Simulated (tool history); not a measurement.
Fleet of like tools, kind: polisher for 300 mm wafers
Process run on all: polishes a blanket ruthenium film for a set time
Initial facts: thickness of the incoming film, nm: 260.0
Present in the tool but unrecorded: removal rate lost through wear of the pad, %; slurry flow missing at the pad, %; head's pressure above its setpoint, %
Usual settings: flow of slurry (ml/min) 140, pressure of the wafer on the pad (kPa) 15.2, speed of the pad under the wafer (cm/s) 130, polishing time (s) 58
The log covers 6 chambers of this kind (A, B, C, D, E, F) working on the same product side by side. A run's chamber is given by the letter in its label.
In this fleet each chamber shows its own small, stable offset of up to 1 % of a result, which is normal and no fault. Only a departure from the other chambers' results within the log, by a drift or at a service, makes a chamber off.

run,hour,flow of slurry (ml/min),pressure of the wafer on the pad (kPa),speed of the pad under the wafer (cm/s),polishing time (s),wafers polished on this pad,hours since the slurry nozzle was cleaned,hours since the head pressure was calibrated,film removed (Å)
# hour 6.1: chamber B: worn pad replaced by a new one
1B,7.3,140,15.2,130,58,10,57.9,119.6,1077.8
2E,16.1,140,15.2,130,58,521,329.8,932.4,1083
# hour 18.7: chamber F: slurry nozzle cleaned
3A,21.5,140,15.2,130,58,350,191.2,1016,1064.5
4D,29.9,140,15.2,130,58,818,342.7,443.5,1094.5
# hour 34.2: chamber E: worn pad replaced by a new one
5F,38.6,140,15.2,130,58,1130,19.9,920,1049.3
6C,45.2,140,15.2,130,58,523,436.7,289.8,1052.2
# hour 49.7: chamber D: worn pad replaced by a new one
7E,54.3,140,15.2,130,58,169,368,970.6,1077.2
# hour 56.1: chamber E: head pressure recalibrated
8C,62.6,140,15.2,130,58,668,454.1,307.2,1062.4
# hour 69.2: chamber A: head pressure recalibrated
9F,71.8,140,15.2,98,58,1408,53.1,953.2,781.38
# hour 73.7: chamber A: worn pad replaced by a new one
10B,79.6,140,15.2,98,58,615,130.2,191.9,809.11
# hour 81.4: chamber D: slurry nozzle cleaned
11D,86.7,140,15.2,98,58,310,5.3,500.3,812.62
12A,91.8,140,15.2,98,58,152,261.5,22.7,804.83
# hour 94.5: chamber C: worn pad replaced by a new one
13E,101.1,140,15.2,98,58,561,414.8,45,821.79
14A,106.6,140,15.2,98,58,275,276.3,37.5,800.11
# hour 108.7: chamber E: worn pad replaced by a new one
15D,115.5,140,15.2,98,58,551,34.1,529.1,813.12
# hour 118.8: chamber A: slurry nozzle cleaned
16B,120.9,140,15.2,98,58,961,171.5,233.2,802.77
17C,125.3,140,15.2,98,58,258,516.8,369.9,822.8
18F,130,140,15.2,98,58,1896,111.3,1011.4,757.97
19B,135.1,140,15.2,98,58,1080,185.7,247.4,806.74
20F,140.4,140,15.2,98,58,1983,121.7,1021.8,765.93
21C,145.6,140,15.2,130,58,428,537.1,390.2,1082.1
22A,149.8,140,15.2,130,58,637,31.1,80.7,1040.6
# hour 157.1: chamber C: slurry nozzle cleaned
23E,159,140,15.2,130,58,421,472.7,102.9,1061.5
24D,163.4,140,15.2,130,58,952,82,577,1074.1
# hour 165.4: chamber D: worn pad replaced by a new one
# hour 168.4: chamber B: head pressure recalibrated
25E,169.1,140,15.2,130,58,506,482.8,113,1084.9
# hour 171.4: chamber A: worn pad replaced by a new one
26B,178.9,140,15.2,130,58,1447,229.5,10.5,1084.7
# hour 181.5: chamber E: worn pad replaced by a new one
# hour 186.9: chamber C: worn pad replaced by a new one
27F,187.2,140,15.2,130,58,2375,168.5,1068.6,977.07
28D,194.2,140,15.2,130,58,241,112.8,607.8,1060.1
29A,199.4,140,19.3,154,58,234,80.7,130.3,1605.5
30C,204.9,140,19.3,154,58,151,47.9,449.5,1629.3
# hour 205.2: chamber B: worn pad replaced by a new one
31F,210.7,140,19.3,154,58,2571,192,1092.1,1466.1
32A,219.1,140,19.3,154,58,399,100.4,150,1624.4
33C,225.7,140,19.3,154,58,325,68.7,470.3,1599.5
34B,234.4,140,19.3,154,58,245,285,66,1632.8
35D,239.6,140,15.2,130,58,621,158.2,653.2,1045.6
36E,248.3,140,15.2,130,58,559,562,192.2,1087.2
37A,253.6,115,15.2,130,58,688,134.9,184.5,1037.7
# hour 256.4: chamber D: head pressure recalibrated
# hour 260: chamber D: worn pad replaced by a new one
38F,262.4,115,15.2,130,58,3004,243.7,1143.8,910.11
# hour 262.7: chamber E: worn pad replaced by a new one
39C,270,115,15.2,130,58,696,113,514.6,1031.4
40E,277.9,115,15.2,130,58,127,591.6,221.8,1028.4
41D,286.6,115,15.2,130,58,223,205.2,30.3,1032.7

For the next run the whole fleet of 6 chambers uses the same settings. Give each chamber's results:
42A,293.7,140,11,130,58,,,,?
42B,293.7,140,11,130,58,,,,?
42C,293.7,140,11,130,58,,,,?
42D,293.7,140,11,130,58,,,,?
42E,293.7,140,11,130,58,,,,?
42F,293.7,140,11,130,58,,,,?

run,film removed (Å)
42A,786.89
42B,792.04
42C,768.38
42D,786
42E,805.51
42F,677.06
